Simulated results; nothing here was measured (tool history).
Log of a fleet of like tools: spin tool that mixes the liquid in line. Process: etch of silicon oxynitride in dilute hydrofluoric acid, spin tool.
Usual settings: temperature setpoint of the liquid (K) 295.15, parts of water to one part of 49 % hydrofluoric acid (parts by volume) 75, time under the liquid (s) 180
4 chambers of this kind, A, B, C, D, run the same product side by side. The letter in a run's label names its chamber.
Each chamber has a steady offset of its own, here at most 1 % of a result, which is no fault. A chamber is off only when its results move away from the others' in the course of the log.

| run | hour | temperature setpoint of the liquid (K) | parts of water to one part of 49 % hydrofluoric acid (parts by volume) | time under the liquid (s) | hours since the thermometer was replaced | hours since the hydrofluoric acid flow meter was replaced | read-back film thickness of the silicon oxynitride reference wafer, read on the same gauge (nm) | thickness taken off the silicon oxynitride on a monitor wafer (angstrom) |
|---|---|---|---|---|---|---|---|---|
| 1D | 7.8 | 295.15 | 75 | 180 | 194.1 | 198.6 | 59.995 | 44.281 |
| 2A | 17.7 | 295.15 | 75 | 180 | 1242.9 | 948.8 | 60.007 | 44.077 |
| 3B | 23.4 | 295.15 | 75 | 180 | 1372.2 | 210.9 | 60.007 | 43.399 |
| 4C | 30.4 | 295.15 | 75 | 180 | 1168.9 | 563.9 | 60.012 | 43.578 |
| 5B | 38.0 | 295.15 | 75 | 180 | 1386.8 | 225.5 | 60.009 | 44.562 |
|  | 39.4 | chamber A: hydrofluoric acid flow meter replaced |
| 6C | 46.5 | 295.15 | 75 | 180 | 1185.0 | 580.0 | 59.992 | 44.374 |
| 7D | 51.1 | 295.15 | 75 | 180 | 237.4 | 241.9 | 59.998 | 44.255 |
| 8A | 56.2 | 295.15 | 75 | 180 | 1281.4 | 16.9 | 59.987 | 43.377 |
| 9A | 61.0 | 295.15 | 75 | 180 | 1286.2 | 21.7 | 59.992 | 43.450 |
| 10D | 67.6 | 295.15 | 75 | 180 | 253.9 | 258.4 | 59.996 | 44.567 |
| 11B | 75.9 | 295.15 | 75 | 180 | 1424.7 | 263.4 | 60.018 | 43.461 |
| 12C | 80.4 | 295.15 | 75 | 180 | 1218.9 | 613.9 | 60.001 | 44.620 |
| 13C | 89.1 | 295.15 | 100 | 245 | 1227.6 | 622.6 | 59.996 | 45.021 |
| 14D | 95.5 | 295.15 | 100 | 245 | 281.8 | 286.3 | 59.994 | 44.147 |
| 15A | 102.5 | 295.15 | 100 | 245 | 1327.7 | 63.2 | 59.996 | 42.959 |
| 16B | 108.0 | 295.15 | 100 | 245 | 1456.8 | 295.5 | 60.003 | 43.857 |
| 17B | 113.7 | 295.15 | 75 | 180 | 1462.5 | 301.2 | 60.027 | 43.300 |
|  | 117.6 | chamber C: thermometer replaced |
| 18A | 118.3 | 295.15 | 75 | 180 | 1343.5 | 79.0 | 59.994 | 42.465 |
| 19D | 123.4 | 295.15 | 75 | 180 | 309.7 | 314.2 | 60.001 | 44.409 |
| 20C | 128.7 | 295.15 | 75 | 180 | 11.1 | 662.2 | 59.997 | 44.598 |
| 21B | 137.2 | 295.15 | 75 | 180 | 1486.0 | 324.7 | 59.988 | 44.216 |
| 22D | 143.0 | 295.15 | 75 | 180 | 329.3 | 333.8 | 59.992 | 43.952 |
| 23A | 148.1 | 295.15 | 75 | 180 | 1373.3 | 108.8 | 60.001 | 42.382 |
| 24C | 158.2 | 295.15 | 75 | 180 | 40.6 | 691.7 | 60.012 | 44.067 |
| 25B | 162.7 | 295.15 | 75 | 180 | 1511.5 | 350.2 | 59.990 | 44.426 |
| 26C | 168.8 | 295.15 | 75 | 180 | 51.2 | 702.3 | 59.998 | 43.786 |
| 27A | 178.9 | 295.15 | 75 | 180 | 1404.1 | 139.6 | 59.998 | 41.293 |
| 28D | 189.0 | 295.15 | 75 | 180 | 375.3 | 379.8 | 59.993 | 44.125 |
| 29C | 195.5 | 295.15 | 75 | 180 | 77.9 | 729.0 | 59.987 | 43.714 |
| 30D | 201.3 | 295.15 | 75 | 180 | 387.6 | 392.1 | 60.008 | 44.330 |
| 31B | 210.6 | 295.15 | 75 | 180 | 1559.4 | 398.1 | 59.995 | 43.418 |
| 32A | 215.3 | 295.15 | 75 | 180 | 1440.5 | 176.0 | 60.021 | 40.298 |
| 33B | 223.1 | 295.15 | 75 | 180 | 1571.9 | 410.6 | 60.000 | 43.929 |
| 34C | 231.3 | 295.15 | 75 | 180 | 113.7 | 764.8 | 59.980 | 43.787 |
| 35D | 236.1 | 295.15 | 75 | 90 | 422.4 | 426.9 | 59.997 | 21.879 |
| 36A | 240.9 | 295.15 | 75 | 90 | 1466.1 | 201.6 | 60.018 | 20.120 |

All 4 chambers run these settings next. Forecast each chamber's results:
| 37A | 248.2 | 291.65 | 75 | 180 |  |  |  | ? |
| 37B | 248.2 | 291.65 | 75 | 180 |  |  |  | ? |
| 37C | 248.2 | 291.65 | 75 | 180 |  |  |  | ? |
| 37D | 248.2 | 291.65 | 75 | 180 |  |  |  | ? |

| run | thickness taken off the silicon oxynitride on a monitor wafer (angstrom) |
|---|---|
| 37A | 33.119 |
| 37B | 36.791 |
| 37C | 36.996 |
| 37D | 37.102 |
